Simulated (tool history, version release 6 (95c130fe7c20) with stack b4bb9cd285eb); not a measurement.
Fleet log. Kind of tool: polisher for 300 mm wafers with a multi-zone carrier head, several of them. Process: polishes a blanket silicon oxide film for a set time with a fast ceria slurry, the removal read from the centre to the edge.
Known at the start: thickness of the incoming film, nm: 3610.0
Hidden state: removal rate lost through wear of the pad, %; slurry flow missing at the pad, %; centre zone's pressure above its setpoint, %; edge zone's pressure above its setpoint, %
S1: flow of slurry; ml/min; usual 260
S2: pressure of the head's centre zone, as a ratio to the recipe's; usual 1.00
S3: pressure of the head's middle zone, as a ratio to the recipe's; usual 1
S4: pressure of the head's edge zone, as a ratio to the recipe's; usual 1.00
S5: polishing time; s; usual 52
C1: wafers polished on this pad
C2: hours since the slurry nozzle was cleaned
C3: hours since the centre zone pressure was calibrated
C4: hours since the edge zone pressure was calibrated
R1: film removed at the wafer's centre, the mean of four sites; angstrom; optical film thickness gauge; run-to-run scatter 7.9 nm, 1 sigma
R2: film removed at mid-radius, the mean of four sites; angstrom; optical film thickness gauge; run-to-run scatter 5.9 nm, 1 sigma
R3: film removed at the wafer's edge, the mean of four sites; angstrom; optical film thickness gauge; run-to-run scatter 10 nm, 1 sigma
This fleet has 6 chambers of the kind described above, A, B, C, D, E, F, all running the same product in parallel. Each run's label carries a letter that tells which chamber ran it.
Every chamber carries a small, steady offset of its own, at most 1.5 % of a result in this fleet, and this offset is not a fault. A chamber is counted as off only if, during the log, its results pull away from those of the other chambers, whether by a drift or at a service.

run,hour,S1,S2,S3,S4,S5,C1,C2,C3,C4,R1,R2,R3
1F,6.3,260,1.00,1,1.00,52,113,236.0,313.3,6.4,8930.9,8837.6,8878.2
# hour 11.3: chamber C: worn pad replaced by a new one
2B,12.0,260,1.00,1,1.00,52,294,12.6,416.8,394.4,8913.2,8864.3,8869.8
3A,15.1,260,1.00,1,1.00,52,439,420.9,152.8,1206.2,8875.8,8843.9,8662.5
# hour 16.3: chamber D: edge zone pressure recalibrated
4D,18.9,260,1.00,1,1.00,52,304,106.1,248.8,2.6,8777.4,8869.8,8706.8
# hour 21.1: chamber A: worn pad replaced by a new one
5E,24.4,260,1.00,1,1.00,52,666,125.2,698.0,447.5,8826.3,8954.2,8943.5
6C,29.0,260,1.00,1,1.00,52,166,304.5,270.3,393.0,8813.1,8849.4,8857.4
7B,32.9,260,1.00,1,1.00,52,490,33.5,437.7,415.3,8717.0,8921.1,8893.9
8E,37.5,260,1.00,1,1.00,52,789,138.3,711.1,460.6,8717.0,8925.3,8763.3
9F,41.9,260,1.00,1,1.00,52,447,271.6,348.9,42.0,8813.0,8737.6,8819.8
10C,45.4,260,1.00,1,1.00,52,320,320.9,286.7,409.4,8799.5,8794.0,8897.7
11D,49.2,260,1.00,1,1.00,52,589,136.4,279.1,32.9,8722.8,8826.8,8940.0
# hour 52.5: chamber E: worn pad replaced by a new one
12A,54.4,260,1.00,1,1.00,52,312,460.2,192.1,1245.5,8857.1,8764.5,8591.8
13E,58.0,260,1.00,1,1.00,52,52,158.8,731.6,481.1,8725.7,9014.5,8864.2
# hour 60.6: chamber E: edge zone pressure recalibrated
14F,64.0,260,1.00,1,1.00,52,654,293.7,371.0,64.1,8957.4,8789.7,8893.9
# hour 66.9: chamber A: edge zone pressure recalibrated
15D,67.0,260,0.91,1,1.00,66,756,154.2,296.9,50.7,10019.0,11201.0,11069.0
16A,70.3,260,0.91,1,1.00,66,462,476.1,208.0,3.4,10236.0,11150.0,11092.0
# hour 71.8: chamber C: worn pad replaced by a new one
17C,75.9,260,0.91,1,1.00,66,39,351.4,317.2,439.9,10141.0,11313.0,11046.0
# hour 77.3: chamber A: worn pad replaced by a new one
18B,80.6,260,0.91,1,1.00,66,938,81.2,485.4,463.0,9631.6,10829.0,10810.0
19F,85.2,260,0.91,1,1.00,66,853,314.9,392.2,85.3,10088.0,11199.0,11098.0
# hour 88.1: chamber D: worn pad replaced by a new one
20D,88.6,260,0.91,1,1.00,66,4,175.8,318.5,72.3,10017.0,11130.0,11301.0
21A,94.1,260,1.00,1,1.00,52,158,499.9,231.8,27.2,8698.8,8790.6,8549.3
22E,99.1,260,1.00,1,1.00,52,437,199.9,772.7,38.6,8882.5,8918.8,8849.5
23B,104.1,260,1.00,1,1.00,52,1159,104.7,508.9,486.5,8378.1,8442.0,8466.5
24C,107.7,260,1.00,1,1.00,52,337,383.2,349.0,471.7,8781.7,8829.1,8778.7
25C,112.3,260,1.00,1,1.00,52,381,387.8,353.6,476.3,8843.1,8736.2,8618.6
26E,115.6,260,1.00,1,1.00,52,592,216.4,789.2,55.1,8748.4,9032.8,9017.4
27D,121.7,260,1.00,1,1.00,52,315,208.9,351.6,105.4,8727.0,8756.0,8871.1
28B,125.3,260,1.00,1,1.00,52,1358,125.9,530.1,507.7,8229.3,8191.0,8304.3
# hour 129.9: chamber C: edge zone pressure recalibrated
29F,130.9,260,0.89,1,1.00,52,1282,360.6,437.9,131.0,7807.7,8990.9,8989.1
# hour 131.4: chamber A: worn pad replaced by a new one
# hour 132.7: chamber F: worn pad replaced by a new one
# hour 136.6: chamber C: worn pad replaced by a new one
30A,137.1,260,0.89,1,1.00,52,54,542.9,274.8,70.2,7741.6,8720.3,8788.1
31A,140.7,260,0.89,1,1.00,52,88,546.5,278.4,73.8,7844.7,8722.2,8896.7
32B,146.8,260,0.89,1,1.00,52,1560,147.4,551.6,529.2,7206.5,8111.9,8160.2
# hour 148.6: chamber E: worn pad replaced by a new one
33E,152.6,260,0.89,1,1.00,52,37,253.4,826.2,92.1,7731.1,9081.9,8803.6
34F,156.1,260,0.89,1,1.00,52,220,385.8,463.1,156.2,7862.2,8744.8,8845.9
35C,159.8,260,1.00,1,1.06,61,218,435.3,401.1,30.0,10278.0,10331.0,10628.0
36D,163.6,260,1.00,1,1.06,61,708,250.8,393.5,147.3,10216.0,10294.0,10679.0
37E,166.9,260,1.00,1,1.06,61,171,267.7,840.5,106.4,10218.0,10410.0,10729.0
# hour 172.4: chamber D: worn pad replaced by a new one
38C,172.8,260,1.00,1,1.06,61,340,448.3,414.1,43.0,10078.0,10307.0,10676.0
39F,177.3,260,1.00,1,1.06,61,419,407.0,484.3,177.4,10360.0,10302.0,10703.0
40D,180.1,260,1.00,1,1.06,61,73,267.3,410.0,163.8,10238.0,10362.0,10833.0
41A,185.4,260,1.00,1,0.96,52,507,591.2,323.1,118.5,8877.6,8851.1,8553.9
42B,188.9,260,1.00,1,0.96,52,1955,189.5,593.7,571.3,7929.9,7985.8,7719.9

Next, all 6 chambers run the settings below, one line each with question marks for the results. What does each chamber give?
43A,193.4,260,1.00,1,1.00,52,,,,,?,?,?
43B,193.4,260,1.00,1,1.00,52,,,,,?,?,?
43C,193.4,260,1.00,1,1.00,52,,,,,?,?,?
43D,193.4,260,1.00,1,1.00,52,,,,,?,?,?
43E,193.4,260,1.00,1,1.00,52,,,,,?,?,?
43F,193.4,260,1.00,1,1.00,52,,,,,?,?,?

run,R1,R2,R3
43A,8821.4,8860.7,8811.3
43B,7968.0,7997.2,7865.7
43C,8688.2,8848.6,8888.5
43D,8561.5,8757.7,8674.7
43E,8897.9,8999.2,8847.4
43F,8994.3,8772.4,8990.2

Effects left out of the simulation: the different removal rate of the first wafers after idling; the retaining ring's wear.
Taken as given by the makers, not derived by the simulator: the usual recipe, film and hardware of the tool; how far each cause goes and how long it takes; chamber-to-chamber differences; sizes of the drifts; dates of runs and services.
